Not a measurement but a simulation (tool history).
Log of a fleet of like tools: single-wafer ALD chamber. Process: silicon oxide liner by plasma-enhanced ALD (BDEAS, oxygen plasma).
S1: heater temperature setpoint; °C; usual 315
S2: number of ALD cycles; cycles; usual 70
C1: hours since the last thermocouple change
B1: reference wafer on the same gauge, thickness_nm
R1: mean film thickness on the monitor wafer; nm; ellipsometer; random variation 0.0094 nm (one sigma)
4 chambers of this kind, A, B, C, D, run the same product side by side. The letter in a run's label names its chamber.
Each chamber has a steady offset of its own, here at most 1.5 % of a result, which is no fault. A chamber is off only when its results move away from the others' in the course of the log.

run,day,S1,S2,C1,B1,R1
1A,0.371,315,70,1055.4,7.2123,6.4049
2C,0.779,315,70,1863.1,7.2063,6.3741
3B,0.988,315,70,580.1,7.2044,6.3437
4D,1.208,315,70,1213.6,7.2027,6.2955
5C,1.517,315,70,1880.8,7.2016,6.3673
6B,1.929,315,70,602.7,7.1994,6.354
7D,2.125,315,70,1235.6,7.1974,6.2912
8A,2.425,315,70,1104.7,7.2001,6.4307
9B,2.742,315,70,622.2,7.1946,6.3236
10C,2.925,315,70,1914.6,7.1941,6.3571
11A,3.15,315,70,1122.1,7.1939,6.416
12D,3.379,315,70,1265.7,7.1921,6.2964
13A,3.583,315,70,1132.5,7.1926,6.4241
14C,3.879,315,70,1937.5,7.1903,6.3656
15B,4.175,315,70,656.6,7.1902,6.3306
16D,4.367,315,70,1289.4,7.1887,6.2858
17C,4.604,315,70,1954.9,7.1844,6.3648
18B,4.854,315,70,672.9,7.1843,6.3266
19A,5.1,315,58,1168.9,7.1834,5.3215
20D,5.429,315,58,1314.9,7.1809,5.2043
21C,5.829,315,58,1984.3,7.1801,5.2649
22A,6.05,315,58,1191.7,7.1754,5.294
23D,6.425,315,70,1338.8,7.1756,6.2722
24B,6.721,315,70,717.7,7.1719,6.3121
25B,6.971,326,75,723.7,7.1751,6.6736
26C,7.283,326,75,2019.2,7.1707,6.6875
27D,7.612,326,75,1367.3,7.1703,6.598
28A,7.958,326,75,1237.5,7.1693,6.7464

Is one chamber off against the others, does the gauge drift, or is nothing wrong? If a chamber is off, say which, and what the likeliest cause is.

The gauge drifts, so all chambers seem to drift together. No chamber is off.
Cause: gauge reads low (%) = 0.611.

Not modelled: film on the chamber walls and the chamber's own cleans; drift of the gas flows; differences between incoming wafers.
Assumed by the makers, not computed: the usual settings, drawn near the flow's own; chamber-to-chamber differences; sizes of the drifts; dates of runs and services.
